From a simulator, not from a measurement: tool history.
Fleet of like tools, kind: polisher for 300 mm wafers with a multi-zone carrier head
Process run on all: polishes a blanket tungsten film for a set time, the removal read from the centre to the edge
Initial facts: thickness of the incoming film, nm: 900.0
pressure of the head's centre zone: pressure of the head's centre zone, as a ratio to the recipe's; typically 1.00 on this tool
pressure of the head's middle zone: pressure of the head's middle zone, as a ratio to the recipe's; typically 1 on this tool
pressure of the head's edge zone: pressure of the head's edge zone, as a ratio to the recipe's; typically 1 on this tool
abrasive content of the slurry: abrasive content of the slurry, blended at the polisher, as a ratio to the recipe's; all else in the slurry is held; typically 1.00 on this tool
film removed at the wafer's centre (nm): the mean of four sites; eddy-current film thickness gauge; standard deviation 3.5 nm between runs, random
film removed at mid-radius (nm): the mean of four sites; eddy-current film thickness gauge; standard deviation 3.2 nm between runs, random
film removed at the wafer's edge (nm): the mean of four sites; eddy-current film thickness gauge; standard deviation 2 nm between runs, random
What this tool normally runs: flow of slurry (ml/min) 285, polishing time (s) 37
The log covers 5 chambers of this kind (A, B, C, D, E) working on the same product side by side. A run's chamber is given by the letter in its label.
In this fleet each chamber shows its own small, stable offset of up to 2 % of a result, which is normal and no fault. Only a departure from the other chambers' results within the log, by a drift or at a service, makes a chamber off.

| run | hour | flow of slurry (ml/min) | pressure of the head's centre zone | pressure of the head's middle zone | pressure of the head's edge zone | abrasive content of the slurry | polishing time (s) | wafers polished on this pad | hours since the slurry nozzle was cleaned | hours since the centre zone pressure was calibrated | hours since the edge zone pressure was calibrated | film removed at the wafer's centre (nm) | film removed at mid-radius (nm) | film removed at the wafer's edge (nm) |
|---|---|---|---|---|---|---|---|---|---|---|---|---|---|---|
|  | 7.4 | chamber D: slurry nozzle cleaned |
|  | 11.2 | chamber B: worn pad replaced by a new one |
| 1A | 13.4 | 285 | 1.00 | 1 | 1 | 1.00 | 37 | 323 | 314.2 | 585.2 | 568.5 | 251.73 | 253.46 | 256.24 |
|  | 14.6 | chamber C: slurry nozzle cleaned |
|  | 16.4 | chamber B: slurry nozzle cleaned |
| 2D | 20.2 | 285 | 1.00 | 1 | 1 | 1.00 | 37 | 494 | 12.9 | 605.2 | 296.8 | 265.19 | 257.85 | 258.02 |
| 3E | 29.4 | 285 | 1.00 | 1 | 1 | 1.00 | 37 | 892 | 104.0 | 245.7 | 165.0 | 260.63 | 254.92 | 253.16 |
| 4C | 39.8 | 285 | 1.00 | 1 | 1 | 1.00 | 37 | 452 | 25.2 | 617.1 | 635.4 | 255.31 | 256.20 | 252.59 |
|  | 40.3 | chamber E: worn pad replaced by a new one |
| 5B | 48.7 | 285 | 1.00 | 1 | 1 | 1.00 | 37 | 276 | 32.3 | 579.3 | 85.4 | 263.50 | 262.07 | 257.85 |
|  | 52.9 | chamber D: worn pad replaced by a new one |
| 6D | 58.3 | 285 | 1.00 | 1 | 1 | 1.00 | 37 | 39 | 51.0 | 643.3 | 334.9 | 250.28 | 256.16 | 258.28 |
|  | 70.4 | chamber A: worn pad replaced by a new one |
| 7A | 72.7 | 285 | 1.00 | 1 | 1 | 1.00 | 37 | 17 | 373.5 | 644.5 | 627.8 | 253.12 | 257.46 | 256.97 |
| 8B | 82.8 | 285 | 1.00 | 1 | 1 | 1.00 | 37 | 527 | 66.4 | 613.4 | 119.5 | 259.07 | 257.63 | 255.73 |
| 9E | 93.4 | 285 | 1.00 | 1 | 1 | 1.00 | 37 | 391 | 168.0 | 309.7 | 229.0 | 249.81 | 251.11 | 255.11 |
|  | 95.5 | chamber B: worn pad replaced by a new one |
|  | 103.2 | chamber E: slurry nozzle cleaned |
| 10C | 104.7 | 285 | 1.00 | 1 | 1 | 1.00 | 37 | 931 | 90.1 | 682.0 | 700.3 | 250.46 | 255.72 | 253.14 |
|  | 115.7 | chamber D: centre zone pressure recalibrated |
| 11D | 118.6 | 285 | 1.00 | 1 | 1 | 1.00 | 25 | 484 | 111.3 | 2.9 | 395.2 | 178.67 | 173.29 | 172.63 |
| 12C | 130.1 | 285 | 1.00 | 1 | 1 | 1.00 | 25 | 1118 | 115.5 | 707.4 | 725.7 | 170.64 | 169.85 | 171.94 |
| 13A | 137.7 | 285 | 1.00 | 1 | 1 | 1.00 | 25 | 496 | 438.5 | 709.5 | 692.8 | 165.22 | 172.44 | 172.43 |
|  | 147.2 | chamber A: edge zone pressure recalibrated |
|  | 147.4 | chamber C: worn pad replaced by a new one |
| 14B | 152.2 | 285 | 1.00 | 1 | 1 | 1.00 | 25 | 418 | 135.8 | 682.8 | 188.9 | 174.82 | 174.37 | 174.15 |
|  | 154.2 | chamber D: worn pad replaced by a new one |
|  | 159.2 | chamber E: worn pad replaced by a new one |
| 15E | 160.3 | 285 | 1.00 | 1 | 1 | 1.00 | 25 | 8 | 57.1 | 376.6 | 295.9 | 174.65 | 173.12 | 172.92 |
|  | 165.3 | chamber A: worn pad replaced by a new one |
| 16E | 173.0 | 285 | 1.00 | 1 | 1 | 1.00 | 37 | 101 | 69.8 | 389.3 | 308.6 | 251.14 | 253.65 | 254.14 |
| 17C | 183.9 | 285 | 1.09 | 1 | 1 | 0.90 | 37 | 269 | 169.3 | 761.2 | 779.5 | 266.28 | 246.82 | 249.96 |
|  | 188.0 | chamber B: worn pad replaced by a new one |
| 18A | 191.8 | 285 | 1.09 | 1 | 1 | 0.90 | 37 | 196 | 492.6 | 763.6 | 44.6 | 265.80 | 248.64 | 250.14 |
|  | 194.3 | chamber C: edge zone pressure recalibrated |
| 19D | 205.6 | 285 | 1.09 | 1 | 1 | 0.90 | 37 | 378 | 198.3 | 89.9 | 482.2 | 272.33 | 253.83 | 249.61 |
| 20B | 220.9 | 285 | 1.09 | 1 | 1 | 0.90 | 37 | 242 | 204.5 | 751.5 | 257.6 | 287.68 | 253.59 | 249.50 |
| 21A | 230.0 | 285 | 1.09 | 1 | 1 | 0.90 | 37 | 477 | 530.8 | 801.8 | 82.8 | 270.41 | 249.02 | 252.25 |
| 22B | 244.3 | 285 | 1.00 | 1 | 1 | 1.00 | 37 | 415 | 227.9 | 774.9 | 281.0 | 256.41 | 261.24 | 256.92 |
|  | 246.9 | chamber A: worn pad replaced by a new one |
| 23E | 250.9 | 285 | 1.00 | 1 | 1 | 1.00 | 37 | 676 | 147.7 | 467.2 | 386.5 | 240.17 | 254.31 | 254.18 |
|  | 252.6 | chamber D: worn pad replaced by a new one |
| 24C | 264.8 | 285 | 1.00 | 1 | 1 | 1.00 | 37 | 865 | 250.2 | 842.1 | 70.5 | 248.11 | 255.10 | 253.08 |
|  | 271.0 | chamber D: edge zone pressure recalibrated |
| 25D | 276.9 | 285 | 1.00 | 1 | 1 | 1.00 | 37 | 179 | 269.6 | 161.2 | 5.9 | 252.83 | 254.75 | 256.84 |
|  | 289.9 | chamber B: worn pad replaced by a new one |
| 26E | 290.2 | 285 | 1.00 | 1 | 1 | 1.00 | 37 | 965 | 187.0 | 506.5 | 425.8 | 234.52 | 254.80 | 253.21 |
|  | 295.1 | chamber B: centre zone pressure recalibrated |
| 27C | 302.6 | 285 | 0.96 | 1 | 1 | 1.25 | 37 | 1144 | 288.0 | 879.9 | 108.3 | 258.94 | 273.75 | 266.97 |
| 28A | 316.8 | 285 | 0.96 | 1 | 1 | 1.25 | 37 | 515 | 617.6 | 888.6 | 169.6 | 258.45 | 265.11 | 271.05 |
|  | 322.1 | chamber C: worn pad replaced by a new one |
| 29D | 323.7 | 285 | 0.96 | 1 | 1 | 1.25 | 37 | 524 | 316.4 | 208.0 | 52.7 | 258.12 | 275.84 | 271.07 |
| 30B | 337.0 | 285 | 0.96 | 1 | 1 | 1.25 | 37 | 347 | 320.6 | 41.9 | 373.7 | 265.60 | 274.79 | 273.79 |
| 31C | 343.7 | 285 | 0.96 | 1 | 1 | 1.25 | 37 | 159 | 329.1 | 921.0 | 149.4 | 252.32 | 267.77 | 270.96 |
| 32D | 351.1 | 285 | 1.00 | 1 | 1 | 1.00 | 37 | 726 | 343.8 | 235.4 | 80.1 | 255.68 | 257.29 | 258.04 |
|  | 352.2 | chamber B: slurry nozzle cleaned |
| 33B | 365.2 | 285 | 1.00 | 1 | 1 | 1.00 | 37 | 555 | 13.1 | 70.1 | 401.9 | 252.58 | 260.82 | 255.94 |

All chambers now run identical settings, listed one chamber a line with results as question marks. What results will each chamber show?
| 34A | 376.2 | 220 | 1.00 | 1 | 1 | 1.00 | 37 |  |  |  |  | ? | ? | ? |
| 34B | 376.2 | 220 | 1.00 | 1 | 1 | 1.00 | 37 |  |  |  |  | ? | ? | ? |
| 34C | 376.2 | 220 | 1.00 | 1 | 1 | 1.00 | 37 |  |  |  |  | ? | ? | ? |
| 34D | 376.2 | 220 | 1.00 | 1 | 1 | 1.00 | 37 |  |  |  |  | ? | ? | ? |
| 34E | 376.2 | 220 | 1.00 | 1 | 1 | 1.00 | 37 |  |  |  |  | ? | ? | ? |

| run | film removed at the wafer's centre (nm) | film removed at mid-radius (nm) | film removed at the wafer's edge (nm) |
|---|---|---|---|
| 34A | 247.96 | 242.84 | 252.00 |
| 34B | 250.94 | 255.18 | 252.73 |
| 34C | 241.66 | 248.42 | 251.65 |
| 34D | 254.25 | 253.66 | 252.54 |
| 34E | 218.80 | 246.24 | 248.70 |
